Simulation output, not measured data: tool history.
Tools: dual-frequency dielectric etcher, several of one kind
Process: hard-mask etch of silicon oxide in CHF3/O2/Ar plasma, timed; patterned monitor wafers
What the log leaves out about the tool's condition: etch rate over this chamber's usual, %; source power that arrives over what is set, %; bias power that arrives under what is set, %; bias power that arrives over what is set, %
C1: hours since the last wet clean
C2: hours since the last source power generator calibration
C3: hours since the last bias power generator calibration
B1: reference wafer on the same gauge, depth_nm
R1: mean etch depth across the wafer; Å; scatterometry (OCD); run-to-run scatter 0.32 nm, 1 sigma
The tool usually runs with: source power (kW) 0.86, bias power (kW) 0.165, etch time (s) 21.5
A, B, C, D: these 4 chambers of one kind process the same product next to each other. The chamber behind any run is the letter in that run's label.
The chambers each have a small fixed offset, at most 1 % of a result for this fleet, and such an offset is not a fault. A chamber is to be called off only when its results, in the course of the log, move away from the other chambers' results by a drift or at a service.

run 1C hour=10.1 | source_power_(kW)=0.86 bias_power_(kW)=0.165 etch_time_(s)=21.5 | C1=204 C2=594.7 C3=2762.3 | B1=53.072 | R1=477.8
run 2B hour=22.1 | source_power_(kW)=0.86 bias_power_(kW)=0.165 etch_time_(s)=21.5 | C1=515.5 C2=2299.5 C3=3870.7 | B1=53.005 | R1=480.02
run 3D hour=30.6 | source_power_(kW)=0.86 bias_power_(kW)=0.165 etch_time_(s)=21.5 | C1=265.7 C2=2959.8 C3=378.3 | B1=52.919 | R1=476.2
run 4A hour=41.5 | source_power_(kW)=0.86 bias_power_(kW)=0.165 etch_time_(s)=21.5 | C1=289.2 C2=2486.3 C3=3241.6 | B1=53.038 | R1=476.43
run 5B hour=48.8 | source_power_(kW)=0.86 bias_power_(kW)=0.178 etch_time_(s)=18.5 | C1=542.2 C2=2326.2 C3=3897.4 | B1=53.03 | R1=416.68
run 6A hour=63.2 | source_power_(kW)=0.86 bias_power_(kW)=0.178 etch_time_(s)=18.5 | C1=310.9 C2=2508 C3=3263.3 | B1=53.057 | R1=421.65
run 7D hour=76.5 | source_power_(kW)=0.86 bias_power_(kW)=0.178 etch_time_(s)=18.5 | C1=311.6 C2=3005.7 C3=424.2 | B1=53.014 | R1=419.03
run 8C hour=89.9 | source_power_(kW)=0.86 bias_power_(kW)=0.178 etch_time_(s)=18.5 | C1=283.8 C2=674.5 C3=2842.1 | B1=52.95 | R1=418.47
run 9A hour=102.7 | source_power_(kW)=0.86 bias_power_(kW)=0.165 etch_time_(s)=21.5 | C1=350.4 C2=2547.5 C3=3302.8 | B1=53.037 | R1=481.86
run 10D hour=112.2 | source_power_(kW)=0.86 bias_power_(kW)=0.165 etch_time_(s)=21.5 | C1=347.3 C2=3041.4 C3=459.9 | B1=52.916 | R1=480.62
run 11B hour=121.9 | source_power_(kW)=0.86 bias_power_(kW)=0.165 etch_time_(s)=21.5 | C1=615.3 C2=2399.3 C3=3970.5 | B1=52.929 | R1=475.44
-- hour=122.4 chamber B: wet clean of the chamber
run 12C hour=129.6 | source_power_(kW)=0.86 bias_power_(kW)=0.165 etch_time_(s)=21.5 | C1=323.5 C2=714.2 C3=2881.8 | B1=52.929 | R1=472.05
run 13B hour=143.2 | source_power_(kW)=0.86 bias_power_(kW)=0.165 etch_time_(s)=21.5 | C1=20.9 C2=2420.6 C3=3991.8 | B1=52.911 | R1=476.71
run 14A hour=157.1 | source_power_(kW)=0.86 bias_power_(kW)=0.165 etch_time_(s)=21.5 | C1=404.8 C2=2601.9 C3=3357.2 | B1=53.033 | R1=474.92
run 15D hour=167.4 | source_power_(kW)=0.86 bias_power_(kW)=0.165 etch_time_(s)=21.5 | C1=402.5 C2=3096.6 C3=515.1 | B1=53.091 | R1=476.52
run 16C hour=173.9 | source_power_(kW)=0.86 bias_power_(kW)=0.128 etch_time_(s)=21.5 | C1=367.8 C2=758.5 C3=2926.1 | B1=53.074 | R1=434.56
-- hour=175.2 chamber A: wet clean of the chamber
run 17D hour=186.1 | source_power_(kW)=0.86 bias_power_(kW)=0.128 etch_time_(s)=21.5 | C1=421.2 C2=3115.3 C3=533.8 | B1=53.012 | R1=441.84
run 18C hour=193.4 | source_power_(kW)=0.86 bias_power_(kW)=0.128 etch_time_(s)=21.5 | C1=387.3 C2=778 C3=2945.6 | B1=52.993 | R1=442.81
run 19B hour=203.4 | source_power_(kW)=0.86 bias_power_(kW)=0.128 etch_time_(s)=21.5 | C1=81.1 C2=2480.8 C3=4052 | B1=52.993 | R1=439.2
run 20A hour=213.8 | source_power_(kW)=0.86 bias_power_(kW)=0.165 etch_time_(s)=21.5 | C1=38.6 C2=2658.6 C3=3413.9 | B1=53.02 | R1=477.4
run 21D hour=225.1 | source_power_(kW)=0.86 bias_power_(kW)=0.165 etch_time_(s)=21.5 | C1=460.2 C2=3154.3 C3=572.8 | B1=53.025 | R1=473.66
run 22A hour=235.7 | source_power_(kW)=0.86 bias_power_(kW)=0.165 etch_time_(s)=21.5 | C1=60.5 C2=2680.5 C3=3435.8 | B1=53.03 | R1=475.08
run 23C hour=247.2 | source_power_(kW)=0.86 bias_power_(kW)=0.165 etch_time_(s)=21.5 | C1=441.1 C2=831.8 C3=2999.4 | B1=53.012 | R1=475.22
run 24B hour=255.9 | source_power_(kW)=0.86 bias_power_(kW)=0.165 etch_time_(s)=21.5 | C1=133.6 C2=2533.3 C3=4104.5 | B1=53.013 | R1=477.96
run 25C hour=266.4 | source_power_(kW)=1.07 bias_power_(kW)=0.165 etch_time_(s)=18 | C1=460.3 C2=851 C3=3018.6 | B1=52.948 | R1=433.32
run 26D hour=277.5 | source_power_(kW)=1.07 bias_power_(kW)=0.165 etch_time_(s)=18 | C1=512.6 C2=3206.7 C3=625.2 | B1=52.995 | R1=437.95
-- hour=279.6 chamber C: wet clean of the chamber
run 27A hour=283.9 | source_power_(kW)=1.07 bias_power_(kW)=0.165 etch_time_(s)=18 | C1=108.7 C2=2728.7 C3=3484 | B1=52.948 | R1=437.89
run 28B hour=291.9 | source_power_(kW)=1.07 bias_power_(kW)=0.165 etch_time_(s)=18 | C1=169.6 C2=2569.3 C3=4140.5 | B1=53.05 | R1=427.21
run 29C hour=300.8 | source_power_(kW)=0.86 bias_power_(kW)=0.165 etch_time_(s)=21.5 | C1=21.3 C2=885.4 C3=3053 | B1=52.902 | R1=475.78
run 30A hour=314.9 | source_power_(kW)=0.86 bias_power_(kW)=0.151 etch_time_(s)=26 | C1=139.7 C2=2759.7 C3=3515 | B1=53.006 | R1=560.52
-- hour=323.2 chamber D: wet clean of the chamber
run 31B hour=326.8 | source_power_(kW)=0.86 bias_power_(kW)=0.151 etch_time_(s)=26 | C1=204.5 C2=2604.2 C3=4175.4 | B1=53.018 | R1=555.05
run 32D hour=337.1 | source_power_(kW)=0.86 bias_power_(kW)=0.151 etch_time_(s)=26 | C1=14 C2=3266.3 C3=684.8 | B1=52.979 | R1=561.59
run 33B hour=344.8 | source_power_(kW)=0.86 bias_power_(kW)=0.151 etch_time_(s)=26 | C1=222.5 C2=2622.2 C3=4193.4 | B1=52.934 | R1=559.37
run 34A hour=355 | source_power_(kW)=0.86 bias_power_(kW)=0.165 etch_time_(s)=21.5 | C1=179.8 C2=2799.8 C3=3555.1 | B1=52.93 | R1=474.57
-- hour=356.4 chamber B: bias power generator calibrated
run 35C hour=367.2 | source_power_(kW)=0.86 bias_power_(kW)=0.165 etch_time_(s)=21.5 | C1=87.7 C2=951.8 C3=3119.4 | B1=53.033 | R1=474.47
run 36D hour=375.7 | source_power_(kW)=0.86 bias_power_(kW)=0.165 etch_time_(s)=21.5 | C1=52.6 C2=3304.9 C3=723.4 | B1=53.028 | R1=477.19
run 37D hour=383.4 | source_power_(kW)=0.86 bias_power_(kW)=0.165 etch_time_(s)=21.5 | C1=60.3 C2=3312.6 C3=731.1 | B1=52.975 | R1=469.97
-- hour=386.6 chamber C: bias power generator calibrated
run 38C hour=390.4 | source_power_(kW)=0.86 bias_power_(kW)=0.165 etch_time_(s)=21.5 | C1=110.9 C2=975 C3=3.8 | B1=53.063 | R1=474.28
run 39A hour=404.6 | source_power_(kW)=0.86 bias_power_(kW)=0.165 etch_time_(s)=21.5 | C1=229.4 C2=2849.4 C3=3604.7 | B1=53.04 | R1=472.95
run 40B hour=411.9 | source_power_(kW)=0.86 bias_power_(kW)=0.165 etch_time_(s)=21.5 | C1=289.6 C2=2689.3 C3=55.6 | B1=53.087 | R1=472.31
run 41C hour=424.2 | source_power_(kW)=0.86 bias_power_(kW)=0.165 etch_time_(s)=21.5 | C1=144.7 C2=1008.8 C3=37.6 | B1=53.027 | R1=471.4
run 42B hour=434 | source_power_(kW)=0.86 bias_power_(kW)=0.165 etch_time_(s)=21.5 | C1=311.7 C2=2711.4 C3=77.7 | B1=53.023 | R1=479.11
run 43D hour=441.2 | source_power_(kW)=0.86 bias_power_(kW)=0.165 etch_time_(s)=21.5 | C1=118.1 C2=3370.4 C3=788.9 | B1=53.015 | R1=480.36
run 44A hour=450.5 | source_power_(kW)=0.86 bias_power_(kW)=0.165 etch_time_(s)=21.5 | C1=275.3 C2=2895.3 C3=3650.6 | B1=52.979 | R1=476.76

All chambers now run identical settings, listed one chamber a line with results as question marks. What results will each chamber show?
run 45A hour=461.1 | source_power_(kW)=0.86 bias_power_(kW)=0.148 etch_time_(s)=21.5 | R1=?
run 45B hour=461.1 | source_power_(kW)=0.86 bias_power_(kW)=0.148 etch_time_(s)=21.5 | R1=?
run 45C hour=461.1 | source_power_(kW)=0.86 bias_power_(kW)=0.148 etch_time_(s)=21.5 | R1=?
run 45D hour=461.1 | source_power_(kW)=0.86 bias_power_(kW)=0.148 etch_time_(s)=21.5 | R1=?

run=45A R1=459.16
run=45B R1=456.9
run=45C R1=459
run=45D R1=463.47
